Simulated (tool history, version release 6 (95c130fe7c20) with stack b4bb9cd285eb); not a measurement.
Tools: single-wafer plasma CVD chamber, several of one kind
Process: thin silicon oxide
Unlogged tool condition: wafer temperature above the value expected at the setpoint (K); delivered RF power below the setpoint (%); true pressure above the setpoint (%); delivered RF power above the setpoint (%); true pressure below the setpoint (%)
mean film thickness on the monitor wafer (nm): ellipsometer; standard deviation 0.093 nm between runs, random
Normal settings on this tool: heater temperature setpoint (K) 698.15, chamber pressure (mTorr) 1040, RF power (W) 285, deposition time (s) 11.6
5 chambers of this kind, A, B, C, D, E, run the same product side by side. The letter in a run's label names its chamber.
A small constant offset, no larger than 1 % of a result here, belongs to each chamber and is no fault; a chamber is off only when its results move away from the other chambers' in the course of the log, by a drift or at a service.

run	hour	heater temperature setpoint (K)	chamber pressure (mTorr)	RF power (W)	deposition time (s)	hours since the last thermocouple change	hours since the last RF generator calibration	hours since the last manometer calibration	read-back reference wafer on the same gauge, thickness_nm	mean film thickness on the monitor wafer (nm)
# hour 5.9: chamber A: capacitance manometer re-zeroed and calibrated
1C	7.1	698.15	1040	285	11.6	1067.1	174.7	469	23.586	25.202
2A	16	698.15	1040	285	11.6	458.9	1206.6	10.2	23.608	25.336
3B	23.1	698.15	1040	285	11.6	2091.3	543.4	538.9	23.62	25.56
4D	28.9	698.15	1040	285	11.6	346.2	219.9	518.2	23.602	25.352
5E	36.4	698.15	1040	285	11.6	132.4	1427.4	1273.1	23.58	25.2
6C	44.2	698.15	1040	285	11.6	1104.2	211.8	506.1	23.601	25.187
7E	55.8	698.15	1040	285	11.6	151.8	1446.8	1292.5	23.585	25.209
8D	63.4	698.15	1040	285	11.6	380.7	254.4	552.7	23.598	25.369
9B	72.2	698.15	1040	285	11.6	2140.4	592.5	588	23.612	25.381
10A	83	698.15	1040	305	10.5	525.9	1273.6	77.2	23.601	23.7
11D	94.9	698.15	1040	305	10.5	412.2	285.9	584.2	23.62	23.829
12B	100.4	698.15	1040	305	10.5	2168.6	620.7	616.2	23.593	23.664
13A	107.5	698.15	1040	305	10.5	550.4	1298.1	101.7	23.602	23.635
14C	118.8	698.15	1040	305	10.5	1178.8	286.4	580.7	23.604	23.467
# hour 126.3: chamber A: RF generator calibrated
15E	128.2	698.15	1040	285	11.6	224.2	1519.2	1364.9	23.595	25.074
16E	136.2	698.15	1040	285	11.6	232.2	1527.2	1372.9	23.61	25.213
17C	144.8	705.15	870	285	11.6	1204.8	312.4	606.7	23.623	21.762
# hour 146.9: chamber E: capacitance manometer re-zeroed and calibrated
18A	156.9	705.15	870	285	11.6	599.8	30.6	151.1	23.591	22.005
19B	165	705.15	870	285	11.6	2233.2	685.3	680.8	23.592	22.101
20D	170.8	705.15	870	285	11.6	488.1	361.8	660.1	23.59	22.174
21C	179.7	705.15	870	285	11.6	1239.7	347.3	641.6	23.59	21.663
22E	188.3	698.15	1040	285	11.6	284.3	1579.3	41.5	23.61	26.322
23B	197.4	698.15	1040	285	11.6	2265.6	717.7	713.2	23.605	25.464
24A	205	698.15	1040	285	11.6	647.9	78.7	199.2	23.6	25.458
25D	211.7	698.15	1040	285	11.6	529	402.7	701	23.6	25.389
26C	223.6	698.15	1040	285	11.6	1283.6	391.2	685.5	23.588	25.144
27B	232.6	698.15	1040	285	11.6	2300.8	752.9	748.4	23.575	25.406
28D	243.8	698.15	1040	285	11.6	561.1	434.8	733.1	23.585	25.378
29A	249.7	698.15	1040	285	11.6	692.6	123.4	243.9	23.61	25.445
30E	257.5	698.15	1040	285	11.6	353.5	1648.5	110.7	23.624	26.38
31E	265.2	698.15	1040	285	11.6	361.2	1656.2	118.4	23.607	26.249
32C	276.9	698.15	1040	285	11.6	1336.9	444.5	738.8	23.614	25.276
33D	282.2	698.15	1040	285	11.6	599.5	473.2	771.5	23.608	25.572
34A	288.4	698.15	1040	285	11.6	731.3	162.1	282.6	23.573	25.342

All 5 chambers run these settings next. Forecast each chamber's results:
35A	297.2	698.15	1040	285	11.6					?
35B	297.2	698.15	1040	285	11.6					?
35C	297.2	698.15	1040	285	11.6					?
35D	297.2	698.15	1040	285	11.6					?
35E	297.2	698.15	1040	285	11.6					?

run	mean film thickness on the monitor wafer (nm)
35A	25.491
35B	25.372
35C	25.15
35D	25.523
35E	26.244
